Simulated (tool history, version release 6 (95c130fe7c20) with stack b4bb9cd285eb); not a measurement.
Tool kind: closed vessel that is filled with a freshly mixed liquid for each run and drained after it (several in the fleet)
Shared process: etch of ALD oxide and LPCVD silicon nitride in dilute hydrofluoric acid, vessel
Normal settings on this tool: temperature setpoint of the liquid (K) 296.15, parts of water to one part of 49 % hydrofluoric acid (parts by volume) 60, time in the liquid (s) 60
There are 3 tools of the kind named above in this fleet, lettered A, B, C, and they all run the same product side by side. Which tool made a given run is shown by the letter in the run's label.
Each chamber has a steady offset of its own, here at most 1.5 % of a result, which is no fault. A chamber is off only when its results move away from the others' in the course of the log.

run	hour	temperature setpoint of the liquid (K)	parts of water to one part of 49 % hydrofluoric acid (parts by volume)	time in the liquid (s)	hours since the thermometer was replaced	hours since the hydrofluoric acid flow meter was replaced	read-back film thickness of the ALD oxide reference wafer, read on the same gauge (nm)	read-back film thickness of the LPCVD silicon nitride reference wafer, read on the same gauge (nm)	thickness taken off the ALD oxide on a monitor wafer (nm)	thickness taken off the LPCVD silicon nitride on a monitor wafer (nm)
1A	10.7	296.15	60	60	597.6	2058.1	59.997	120.01	12.1400	0.42778
2C	21.8	296.15	60	60	591.4	570.9	60.006	120.00	12.1570	0.40505
3B	30.6	296.15	60	60	1568.4	541.3	60.010	119.99	12.0530	0.37775
4C	37.0	296.15	60	60	606.6	586.1	60.006	119.99	12.0900	0.39042
# hour 45.0: chamber A: hydrofluoric acid flow meter replaced
5A	46.5	296.15	60	60	633.4	1.5	59.984	120.00	12.1940	0.39605
6B	52.6	296.15	60	60	1590.4	563.3	60.012	120.01	11.8330	0.39292
7A	58.8	296.15	60	60	645.7	13.8	59.974	119.99	12.0660	0.38692
8B	65.3	292.65	85	60	1603.1	576.0	59.981	120.01	7.1112	0.21833
9C	73.2	292.65	85	60	642.8	622.3	60.021	119.98	6.9853	0.18581
10B	82.3	292.65	85	60	1620.1	593.0	60.033	120.00	7.1101	0.20401
11C	93.2	292.15	70	60	662.8	642.3	60.026	119.99	8.3704	0.23446
12A	102.3	292.15	70	60	689.2	57.3	59.975	119.99	8.7749	0.25904
13C	111.3	292.15	70	60	680.9	660.4	59.969	120.00	8.3632	0.26091
14A	120.7	296.15	60	60	707.6	75.7	60.001	120.01	12.2190	0.37078
15B	133.0	296.15	60	60	1670.8	643.7	60.002	120.01	12.1460	0.34385
16C	145.7	296.15	60	30	715.3	694.8	60.017	120.01	5.7113	0.15566
17B	152.9	296.15	60	30	1690.7	663.6	60.002	120.00	5.9261	0.19071
18A	163.6	296.15	60	30	750.5	118.6	60.026	119.98	6.1150	0.18183
19B	171.2	296.15	60	60	1709.0	681.9	60.011	120.01	11.9530	0.39765
20A	183.6	296.15	60	60	770.5	138.6	59.976	119.98	12.0090	0.39104
21C	193.5	296.15	60	60	763.1	742.6	59.993	119.99	11.0850	0.34174

Has any chamber moved away from the others, gradually or after a service, or does the common gauge drift, or do the chambers differ only by their own small steady offsets? State the chamber and the most likely cause if one applies.

One chamber, C, drifts off from the rest bit by bit.
Likeliest cause: liquid colder than its thermometer reads (K) = 2.35.

Which of the 4 candidates below, each the usual settings with something changed and its results left as question marks, puts chamber C back in line with what the other chambers give on the usual settings?
In-line tolerance around the mean of the other chambers on the usual settings: thickness taken off the ALD oxide on a monitor wafer (nm) 0.3800; thickness taken off the LPCVD silicon nitride on a monitor wafer (nm) 0.11000
22C-1	202.9	300.65	65	65					?	?
22C-2	202.9	292.15	55	55					?	?
22C-3	202.9	298.15	60	60					?	?
22C-4	202.9	294.15	60	60					?	?

The mean the other chambers reach with the usual settings: thickness taken off the ALD oxide on a monitor wafer (nm) 12.0700; thickness taken off the LPCVD silicon nitride on a monitor wafer (nm) 0.37421
run	thickness taken off the ALD oxide on a monitor wafer (nm)	thickness taken off the LPCVD silicon nitride on a monitor wafer (nm)
22C-1	13.2490	0.44766
22C-2	9.3165	0.24576
22C-3	12.0070	0.37655
22C-4	10.1260	0.28473
The answer is 22C-3, which returns the chamber to within the allowed miss of the others.
